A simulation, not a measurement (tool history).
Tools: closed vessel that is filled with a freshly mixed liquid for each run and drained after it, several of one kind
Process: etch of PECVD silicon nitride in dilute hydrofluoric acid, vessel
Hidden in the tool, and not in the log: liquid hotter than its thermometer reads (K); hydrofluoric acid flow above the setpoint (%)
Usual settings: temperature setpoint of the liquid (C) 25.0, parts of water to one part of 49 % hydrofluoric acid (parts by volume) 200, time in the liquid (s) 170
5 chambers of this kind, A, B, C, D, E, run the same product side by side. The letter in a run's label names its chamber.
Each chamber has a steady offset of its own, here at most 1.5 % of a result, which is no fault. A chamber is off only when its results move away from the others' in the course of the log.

| run | day | temperature setpoint of the liquid (C) | parts of water to one part of 49 % hydrofluoric acid (parts by volume) | time in the liquid (s) | hours since the thermometer was replaced | hours since the hydrofluoric acid flow meter was replaced | read-back film thickness of the PECVD silicon nitride reference wafer, read on the same gauge (nm) | thickness taken off the PECVD silicon nitride on a monitor wafer (nm) |
|---|---|---|---|---|---|---|---|---|
| 1C | 0.212 | 25.0 | 200 | 170 | 156.2 | 414.4 | 150.02 | 4.1924 |
| 2A | 0.333 | 25.0 | 200 | 170 | 67.6 | 542.8 | 150.01 | 4.2914 |
| 3E | 0.458 | 25.0 | 200 | 170 | 722.2 | 497.0 | 150.00 | 4.1603 |
| 4D | 0.667 | 25.0 | 200 | 170 | 1301.3 | 1130.4 | 149.99 | 4.1747 |
| 5B | 0.946 | 27.0 | 140 | 170 | 352.0 | 591.9 | 149.99 | 6.8496 |
| 6E | 1.221 | 27.0 | 140 | 170 | 740.5 | 515.3 | 149.98 | 6.7925 |
| 7C | 1.383 | 27.0 | 140 | 170 | 184.3 | 442.5 | 149.99 | 6.9757 |
| 8B | 1.571 | 27.0 | 140 | 170 | 367.0 | 606.9 | 150.01 | 6.8295 |
| 9A | 1.850 | 27.0 | 140 | 170 | 104.0 | 579.2 | 150.02 | 6.8774 |
| 10D | 2.012 | 25.0 | 200 | 170 | 1333.6 | 1162.7 | 150.03 | 4.2389 |
| 11D | 2.225 | 25.0 | 200 | 170 | 1338.7 | 1167.8 | 150.00 | 4.2061 |
| 12C | 2.388 | 25.0 | 200 | 170 | 208.4 | 466.6 | 150.00 | 4.1582 |
| 13E | 2.600 | 20.5 | 270 | 170 | 773.6 | 548.4 | 149.99 | 2.2800 |
| 14B | 2.883 | 20.5 | 270 | 170 | 398.5 | 638.4 | 149.98 | 2.3932 |
| 15A | 3.033 | 20.5 | 270 | 170 | 132.4 | 607.6 | 150.00 | 2.3543 |
| 16C | 3.188 | 20.5 | 270 | 170 | 227.6 | 485.8 | 150.00 | 2.3903 |
| 17E | 3.362 | 20.5 | 270 | 170 | 791.9 | 566.7 | 149.99 | 2.2966 |
| 18D | 3.554 | 25.0 | 200 | 170 | 1370.6 | 1199.7 | 150.00 | 4.3662 |
| 19B | 3.704 | 25.0 | 200 | 170 | 418.2 | 658.1 | 150.00 | 4.1794 |
| 20A | 3.883 | 25.0 | 200 | 170 | 152.8 | 628.0 | 150.00 | 4.2567 |
| 21A | 4.042 | 25.0 | 200 | 170 | 156.6 | 631.8 | 150.02 | 4.2435 |
| 22C | 4.171 | 25.0 | 200 | 170 | 251.2 | 509.4 | 150.01 | 4.2364 |
| 23E | 4.408 | 25.0 | 165 | 170 | 817.0 | 591.8 | 150.00 | 5.0852 |
| 24B | 4.571 | 25.0 | 165 | 170 | 439.0 | 678.9 | 150.00 | 5.0609 |
| 25D | 4.842 | 25.0 | 165 | 170 | 1401.5 | 1230.6 | 149.99 | 5.3811 |
| 26D | 5.092 | 25.0 | 165 | 170 | 1407.5 | 1236.6 | 150.01 | 5.3256 |
| 27B | 5.325 | 25.0 | 165 | 170 | 457.1 | 697.0 | 150.01 | 5.0687 |
| 28C | 5.483 | 25.0 | 200 | 170 | 282.7 | 540.9 | 150.02 | 4.2597 |
| 29A | 5.692 | 25.0 | 200 | 170 | 196.2 | 671.4 | 150.00 | 4.2299 |
| 30E | 5.862 | 28.0 | 260 | 170 | 851.9 | 626.7 | 150.01 | 3.8685 |
| 31C | 6.100 | 28.0 | 260 | 170 | 297.5 | 555.7 | 150.00 | 3.8847 |
| 32D | 6.354 | 28.0 | 260 | 170 | 1437.8 | 1266.9 | 149.98 | 4.1465 |
| 33B | 6.567 | 28.0 | 260 | 170 | 486.9 | 726.8 | 149.99 | 3.9249 |
| 34E | 6.688 | 28.0 | 260 | 170 | 871.7 | 646.5 | 150.01 | 3.8812 |
| 35A | 6.942 | 25.0 | 200 | 170 | 226.2 | 701.4 | 150.00 | 4.2172 |
| 36C | 7.200 | 25.0 | 200 | 170 | 323.9 | 582.1 | 149.99 | 4.2170 |
| 37D | 7.379 | 28.0 | 240 | 170 | 1462.4 | 1291.5 | 149.99 | 4.4899 |
| 38B | 7.546 | 28.0 | 240 | 170 | 510.4 | 750.3 | 150.00 | 4.2577 |
| 39A | 7.783 | 28.0 | 240 | 170 | 246.4 | 721.6 | 150.00 | 4.2372 |

What goes on in this fleet: one chamber off, a drifting gauge, or nothing beyond the chambers' own small offsets? Name the chamber and the cause, if any.

Chamber D drifts away from the others.
Cause: liquid hotter than its thermometer reads (K) = 1.23.
The log may not tell that from: hydrofluoric acid flow above the setpoint (%).

Here are 4 candidates for chamber D's next run, each the usual settings with a change, their results left as question marks. Which one brings its results back in line with what the others give on the usual settings?
In line means no further than this from the other chambers' mean on the usual settings: thickness taken off the PECVD silicon nitride on a monitor wafer (nm) 0.1400
| 40D-1 | 7.988 | 25.0 | 215 | 170 |  |  |  | ? |
| 40D-2 | 7.988 | 24.5 | 210 | 160 |  |  |  | ? |
| 40D-3 | 7.988 | 25.5 | 190 | 180 |  |  |  | ? |
| 40D-4 | 7.988 | 25.0 | 200 | 185 |  |  |  | ? |

The other chambers' mean on the usual settings: thickness taken off the PECVD silicon nitride on a monitor wafer (nm) 4.2278
| run | thickness taken off the PECVD silicon nitride on a monitor wafer (nm) |
|---|---|
| 40D-1 | 4.2266 |
| 40D-2 | 3.9453 |
| 40D-3 | 5.2163 |
| 40D-4 | 4.9407 |
40D-1 brings the chamber back in line.
